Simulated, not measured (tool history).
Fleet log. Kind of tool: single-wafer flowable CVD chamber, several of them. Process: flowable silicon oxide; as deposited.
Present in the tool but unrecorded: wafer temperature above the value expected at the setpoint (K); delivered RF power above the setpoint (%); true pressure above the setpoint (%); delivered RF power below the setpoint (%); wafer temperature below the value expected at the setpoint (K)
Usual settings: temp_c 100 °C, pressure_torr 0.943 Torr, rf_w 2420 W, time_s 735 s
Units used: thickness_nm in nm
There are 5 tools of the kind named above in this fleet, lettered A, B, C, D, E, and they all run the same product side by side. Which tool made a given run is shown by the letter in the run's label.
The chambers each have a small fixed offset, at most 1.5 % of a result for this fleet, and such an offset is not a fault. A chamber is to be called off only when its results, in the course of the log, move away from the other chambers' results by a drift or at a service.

run,hour,temp_c,pressure_torr,rf_w,time_s,hours since the last thermocouple change,hours since the last RF generator calibration,hours since the last manometer calibration,"read-back reference wafer on the same gauge, thickness_nm",thickness_nm
1D,5.4,100,0.943,2420,735,349.3,447.3,95.0,507.63,572.26
2C,10.8,100,0.943,2420,735,217.6,23.4,819.8,507.66,562.33
3B,15.9,100,0.943,2420,735,241.1,718.1,21.6,507.50,573.47
4E,21.0,100,0.943,2420,735,901.4,800.2,1033.6,507.96,565.85
5A,24.6,100,0.943,2420,735,1686.8,841.6,1786.8,507.80,558.81
6C,29.4,100,0.943,2420,735,236.2,42.0,838.4,507.91,563.67
7A,35.0,100,0.943,2420,735,1697.2,852.0,1797.2,507.76,559.30
8E,39.5,100,0.943,2420,735,919.9,818.7,1052.1,508.07,566.19
9B,42.6,100,0.943,2420,735,267.8,744.8,48.3,508.24,570.98
10D,47.8,100,0.943,2420,735,391.7,489.7,137.4,507.80,569.36
11D,51.3,100,0.943,2420,735,395.2,493.2,140.9,508.19,569.13
12B,56.2,100,0.943,2420,735,281.4,758.4,61.9,507.79,566.74
13E,61.7,100,0.943,2420,735,942.1,840.9,1074.3,507.89,564.35
14A,65.4,100,0.943,2420,735,1727.6,882.4,1827.6,507.88,558.96
15C,69.6,100,0.943,2420,735,276.4,82.2,878.6,508.02,561.94
16A,72.9,100,0.943,2420,735,1735.1,889.9,1835.1,508.20,558.02
17B,76.4,100,1.027,2420,735,301.6,778.6,82.1,508.27,630.57
18C,81.8,100,1.027,2420,735,288.6,94.4,890.8,508.10,620.70
19E,85.0,100,1.027,2420,735,965.4,864.2,1097.6,508.65,632.30
20D,90.3,100,1.027,2420,735,434.2,532.2,179.9,508.34,632.70
21E,96.3,100,1.027,2420,735,976.7,875.5,1108.9,508.36,627.85
22C,100.4,85,0.843,2420,735,307.2,113.0,909.4,507.49,789.26
23B,106.1,85,0.843,2420,735,331.3,808.3,111.8,507.98,801.55
24A,110.3,85,0.843,2420,735,1772.5,927.3,1872.5,508.25,791.20
25D,115.0,85,0.843,2420,735,458.9,556.9,204.6,507.89,803.13
26B,120.4,85,0.843,2420,735,345.6,822.6,126.1,507.97,797.66
27E,125.6,100,0.943,2420,735,1006.0,904.8,1138.2,507.92,568.27
28D,128.6,100,0.943,2420,735,472.5,570.5,218.2,507.88,569.09
29A,134.1,100,0.943,2420,735,1796.3,951.1,1896.3,508.41,560.62
30C,137.3,100,0.943,2420,735,344.1,149.9,946.3,507.48,564.24
31E,141.0,100,0.943,2420,735,1021.4,920.2,1153.6,508.05,566.04

All 5 chambers run these settings next. Forecast each chamber's results:
32A,145.4,100,0.943,2420,735,,,,,?
32B,145.4,100,0.943,2420,735,,,,,?
32C,145.4,100,0.943,2420,735,,,,,?
32D,145.4,100,0.943,2420,735,,,,,?
32E,145.4,100,0.943,2420,735,,,,,?

run,thickness_nm
32A,559.14
32B,571.53
32C,560.83
32D,571.10
32E,568.67

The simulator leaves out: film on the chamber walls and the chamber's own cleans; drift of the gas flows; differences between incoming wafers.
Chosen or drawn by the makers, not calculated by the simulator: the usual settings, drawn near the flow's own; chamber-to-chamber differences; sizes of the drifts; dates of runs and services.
